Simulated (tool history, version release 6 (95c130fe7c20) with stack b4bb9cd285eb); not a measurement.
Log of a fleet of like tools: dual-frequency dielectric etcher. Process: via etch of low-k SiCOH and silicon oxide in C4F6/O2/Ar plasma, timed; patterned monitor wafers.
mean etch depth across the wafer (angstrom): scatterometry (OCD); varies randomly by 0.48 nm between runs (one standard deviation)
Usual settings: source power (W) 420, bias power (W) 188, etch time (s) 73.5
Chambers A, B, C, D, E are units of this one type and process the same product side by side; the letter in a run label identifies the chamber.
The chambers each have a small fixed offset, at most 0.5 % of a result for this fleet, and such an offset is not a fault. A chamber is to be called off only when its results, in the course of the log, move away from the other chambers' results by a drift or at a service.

run	day	source power (W)	bias power (W)	etch time (s)	read-back reference wafer on the same gauge, depth_nm	mean etch depth across the wafer (angstrom)
1E	0.479	420	188	73.5	176.00	2137.7
2B	1.033	420	188	73.5	176.06	2122.7
3A	1.654	420	188	73.5	176.00	2140.8
4D	2.104	420	188	73.5	175.96	2131.0
5C	2.542	420	188	73.5	176.06	2131.2
6C	3.058	420	188	73.5	175.98	2120.2
7D	3.667	420	188	73.5	175.99	2125.2
8E	3.975	420	188	73.5	175.99	2130.5
9B	4.254	420	188	73.5	176.03	2114.9
10A	4.629	420	188	73.5	175.93	2138.2
11C	4.992	420	188	73.5	175.96	2112.3
12B	5.479	420	188	73.5	175.98	2119.5
13A	5.992	420	188	73.5	176.01	2144.7
14D	6.592	420	188	73.5	175.93	2131.1
15E	7.000	480	188	73.5	175.94	2258.5
# day 7.262: chamber A: wet clean of the chamber
16D	7.342	480	188	73.5	175.89	2237.6
17B	7.929	480	188	73.5	176.08	2245.3
18E	8.258	480	188	73.5	175.99	2252.6
19C	8.679	480	188	73.5	176.07	2219.4
20A	8.979	420	188	73.5	176.01	2150.8
21E	9.446	420	188	73.5	176.03	2137.7
# day 9.696: chamber B: bias power generator calibrated
22C	9.750	480	154	73.5	175.94	2079.9
23A	10.112	480	154	73.5	175.98	2119.2
24B	10.592	480	154	73.5	175.95	2101.7
25D	10.992	480	154	73.5	175.95	2111.9
26C	11.579	480	154	73.5	175.91	2066.8
27B	12.192	420	188	73.5	175.98	2114.0
28E	12.583	420	188	73.5	176.01	2130.8
29A	13.104	420	188	73.5	175.96	2132.1
30D	13.404	420	188	73.5	175.99	2140.7
31A	13.721	420	188	73.5	175.95	2144.6
32D	14.229	450	188	73.5	175.95	2192.8
33C	14.592	450	188	73.5	176.05	2137.7
34E	15.208	450	188	73.5	175.98	2199.8
# day 15.400: chamber D: wet clean of the chamber
35B	15.521	450	188	73.5	175.96	2179.0
36C	15.850	450	188	73.5	176.08	2130.7
37D	16.158	420	188	73.5	176.01	2128.8
38A	16.783	420	188	73.5	175.92	2136.9
39B	17.362	420	188	73.5	176.00	2124.5
40E	17.900	420	188	73.5	176.03	2126.5

Next, every chamber runs the same settings. What will each give?
41A	18.354	420	188	73.5		?
41B	18.354	420	188	73.5		?
41C	18.354	420	188	73.5		?
41D	18.354	420	188	73.5		?
41E	18.354	420	188	73.5		?

run	mean etch depth across the wafer (angstrom)
41A	2129.7
41B	2119.1
41C	2059.0
41D	2125.9
41E	2141.8

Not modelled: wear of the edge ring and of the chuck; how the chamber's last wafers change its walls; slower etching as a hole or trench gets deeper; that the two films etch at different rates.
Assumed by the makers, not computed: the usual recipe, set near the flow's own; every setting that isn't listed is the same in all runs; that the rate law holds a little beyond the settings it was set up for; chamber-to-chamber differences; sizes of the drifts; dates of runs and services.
